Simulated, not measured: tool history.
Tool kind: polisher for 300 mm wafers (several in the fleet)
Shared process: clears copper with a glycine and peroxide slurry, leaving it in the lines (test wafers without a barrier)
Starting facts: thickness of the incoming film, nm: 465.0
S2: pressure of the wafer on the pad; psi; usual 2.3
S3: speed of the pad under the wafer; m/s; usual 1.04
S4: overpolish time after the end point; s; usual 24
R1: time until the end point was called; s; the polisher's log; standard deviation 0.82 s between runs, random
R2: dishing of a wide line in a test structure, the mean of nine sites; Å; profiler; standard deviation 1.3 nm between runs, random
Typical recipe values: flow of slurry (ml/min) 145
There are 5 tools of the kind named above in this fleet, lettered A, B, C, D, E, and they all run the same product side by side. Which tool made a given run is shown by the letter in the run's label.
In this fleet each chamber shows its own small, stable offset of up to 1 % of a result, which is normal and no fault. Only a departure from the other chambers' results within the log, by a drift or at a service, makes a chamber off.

-- hour=5.7 chamber C: worn pad replaced by a new one
run 1A hour=6.2 | flow_of_slurry_(ml/min)=145 S2=2.3 S3=1.04 S4=24 | R1=99.680 R2=582.22
run 2B hour=11.3 | flow_of_slurry_(ml/min)=145 S2=2.3 S3=1.04 S4=24 | R1=100.640 R2=529.48
-- hour=12.6 chamber E: slurry nozzle cleaned
-- hour=16.0 chamber B: worn pad replaced by a new one
run 3E hour=21.0 | flow_of_slurry_(ml/min)=145 S2=2.3 S3=1.04 S4=24 | R1=100.350 R2=549.16
run 4D hour=29.9 | flow_of_slurry_(ml/min)=145 S2=2.3 S3=1.04 S4=24 | R1=98.381 R2=550.57
-- hour=36.3 chamber B: slurry nozzle cleaned
run 5C hour=37.5 | flow_of_slurry_(ml/min)=145 S2=2.8 S3=1.30 S4=24 | R1=69.358 R2=647.77
-- hour=40.7 chamber A: worn pad replaced by a new one
run 6E hour=44.3 | flow_of_slurry_(ml/min)=145 S2=2.8 S3=1.30 S4=24 | R1=70.595 R2=648.98
run 7C hour=52.7 | flow_of_slurry_(ml/min)=145 S2=2.8 S3=1.30 S4=24 | R1=69.283 R2=680.19
-- hour=59.3 chamber D: head pressure recalibrated
run 8B hour=61.2 | flow_of_slurry_(ml/min)=145 S2=2.8 S3=1.30 S4=24 | R1=70.081 R2=637.21
-- hour=63.3 chamber D: worn pad replaced by a new one
run 9D hour=71.7 | flow_of_slurry_(ml/min)=145 S2=2.8 S3=1.30 S4=24 | R1=69.194 R2=641.97
-- hour=74.9 chamber D: slurry nozzle cleaned
-- hour=78.4 chamber B: worn pad replaced by a new one
run 10A hour=80.7 | flow_of_slurry_(ml/min)=145 S2=2.3 S3=1.04 S4=24 | R1=97.459 R2=584.09
run 11C hour=90.6 | flow_of_slurry_(ml/min)=145 S2=2.3 S3=1.04 S4=24 | R1=99.388 R2=554.29
run 12B hour=98.3 | flow_of_slurry_(ml/min)=145 S2=2.3 S3=1.04 S4=24 | R1=99.549 R2=538.16
run 13A hour=106.6 | flow_of_slurry_(ml/min)=145 S2=2.3 S3=1.04 S4=24 | R1=99.317 R2=573.33
-- hour=115.4 chamber C: worn pad replaced by a new one
-- hour=115.6 chamber A: worn pad replaced by a new one
-- hour=116.8 chamber E: worn pad replaced by a new one
run 14E hour=117.0 | flow_of_slurry_(ml/min)=145 S2=2.3 S3=1.04 S4=24 | R1=100.120 R2=554.65
run 15D hour=126.2 | flow_of_slurry_(ml/min)=145 S2=2.6 S3=0.78 S4=24 | R1=114.070 R2=515.11
run 16E hour=136.6 | flow_of_slurry_(ml/min)=145 S2=2.6 S3=0.78 S4=24 | R1=112.780 R2=527.99
-- hour=139.1 chamber D: worn pad replaced by a new one
-- hour=141.7 chamber B: worn pad replaced by a new one
run 17B hour=144.5 | flow_of_slurry_(ml/min)=145 S2=2.6 S3=0.78 S4=24 | R1=112.770 R2=523.90
run 18C hour=151.1 | flow_of_slurry_(ml/min)=145 S2=2.6 S3=0.78 S4=24 | R1=112.940 R2=521.62
run 19A hour=161.4 | flow_of_slurry_(ml/min)=145 S2=2.6 S3=0.78 S4=24 | R1=115.630 R2=535.79
run 20D hour=167.4 | flow_of_slurry_(ml/min)=145 S2=2.3 S3=1.04 S4=24 | R1=98.186 R2=568.61
-- hour=171.4 chamber A: head pressure recalibrated
-- hour=174.2 chamber A: worn pad replaced by a new one
run 21A hour=176.4 | flow_of_slurry_(ml/min)=145 S2=2.3 S3=1.04 S4=24 | R1=101.120 R2=539.25
-- hour=180.8 chamber C: slurry nozzle cleaned
run 22E hour=183.6 | flow_of_slurry_(ml/min)=145 S2=2.3 S3=1.04 S4=24 | R1=100.380 R2=538.22
run 23D hour=190.3 | flow_of_slurry_(ml/min)=145 S2=2.3 S3=1.04 S4=24 | R1=98.329 R2=552.69
run 24B hour=195.7 | flow_of_slurry_(ml/min)=145 S2=2.3 S3=1.04 S4=24 | R1=99.343 R2=559.87
run 25C hour=203.6 | flow_of_slurry_(ml/min)=145 S2=2.3 S3=1.04 S4=24 | R1=99.070 R2=543.51
-- hour=207.8 chamber B: worn pad replaced by a new one
run 26C hour=209.4 | flow_of_slurry_(ml/min)=145 S2=2.3 S3=1.04 S4=24 | R1=97.666 R2=545.63
run 27A hour=216.5 | flow_of_slurry_(ml/min)=145 S2=2.3 S3=1.04 S4=24 | R1=103.840 R2=550.35
-- hour=221.6 chamber C: worn pad replaced by a new one
-- hour=226.7 chamber D: worn pad replaced by a new one
run 28B hour=227.2 | flow_of_slurry_(ml/min)=145 S2=2.3 S3=1.04 S4=24 | R1=100.160 R2=553.48
run 29E hour=232.2 | flow_of_slurry_(ml/min)=145 S2=2.3 S3=1.04 S4=24 | R1=99.672 R2=557.63
run 30D hour=239.3 | flow_of_slurry_(ml/min)=145 S2=2.3 S3=1.04 S4=24 | R1=99.967 R2=547.45
-- hour=244.2 chamber A: worn pad replaced by a new one
run 31B hour=246.3 | flow_of_slurry_(ml/min)=145 S2=2.3 S3=1.04 S4=24 | R1=100.050 R2=544.37
-- hour=252.1 chamber E: worn pad replaced by a new one
run 32A hour=256.7 | flow_of_slurry_(ml/min)=145 S2=2.3 S3=1.04 S4=24 | R1=105.170 R2=535.12
run 33C hour=266.1 | flow_of_slurry_(ml/min)=145 S2=2.3 S3=1.04 S4=24 | R1=96.880 R2=574.99
-- hour=266.2 chamber E: slurry nozzle cleaned
-- hour=271.4 chamber B: worn pad replaced by a new one
-- hour=274.1 chamber C: head pressure recalibrated
run 34E hour=276.6 | flow_of_slurry_(ml/min)=145 S2=2.3 S3=1.04 S4=24 | R1=98.974 R2=578.86
run 35D hour=286.3 | flow_of_slurry_(ml/min)=145 S2=2.3 S3=1.04 S4=24 | R1=99.262 R2=553.34
run 36C hour=292.6 | flow_of_slurry_(ml/min)=145 S2=2.3 S3=1.04 S4=24 | R1=99.140 R2=564.92
run 37B hour=301.5 | flow_of_slurry_(ml/min)=145 S2=2.3 S3=1.04 S4=24 | R1=100.170 R2=545.28
run 38E hour=306.9 | flow_of_slurry_(ml/min)=145 S2=2.3 S3=1.04 S4=24 | R1=98.450 R2=563.53
run 39D hour=313.3 | flow_of_slurry_(ml/min)=145 S2=2.3 S3=1.04 S4=24 | R1=98.699 R2=569.15
-- hour=316.7 chamber A: worn pad replaced by a new one
run 40A hour=319.5 | flow_of_slurry_(ml/min)=145 S2=2.3 S3=1.04 S4=24 | R1=108.390 R2=545.40

Read the log: is a single chamber off, either drifting away or since a service, is the gauge that measures every chamber drifting, or is nothing wrong beyond small per-chamber offsets? Name any odd chamber and what most likely caused it.

It is chamber A that slowly wanders off from its peers.
Likeliest cause: slurry flow missing at the pad, % = 34.7.

Below are 4 candidate recipes for chamber A's next run, each the usual settings with a change, their results shown as question marks. Which of them brings A's results back in line with what the other chambers give on the usual settings?
To be in line, a result may differ from the other chambers' mean on the usual settings by at most: R1 2.900 s; R2 44.00 Å
run 41A-1 hour=327.2 | flow_of_slurry_(ml/min)=140 S2=2.2 S3=0.98 S4=25 | R1=? R2=?
run 41A-2 hour=327.2 | flow_of_slurry_(ml/min)=150 S2=2.4 S3=1.10 S4=23 | R1=? R2=?
run 41A-3 hour=327.2 | flow_of_slurry_(ml/min)=145 S2=2.4 S3=1.06 S4=24 | R1=? R2=?
run 41A-4 hour=327.2 | flow_of_slurry_(ml/min)=145 S2=2.2 S3=1.02 S4=24 | R1=? R2=?

On the usual settings, the other chambers give on average: R1 99.613 s; R2 552.06 Å
run=41A-1 R1=119.190 R2=518.73
run=41A-2 R1=99.455 R2=548.71
run=41A-3 R1=103.460 R2=550.85
run=41A-4 R1=114.340 R2=517.71
The answer is 41A-2, which returns the chamber to within the allowed miss of the others.

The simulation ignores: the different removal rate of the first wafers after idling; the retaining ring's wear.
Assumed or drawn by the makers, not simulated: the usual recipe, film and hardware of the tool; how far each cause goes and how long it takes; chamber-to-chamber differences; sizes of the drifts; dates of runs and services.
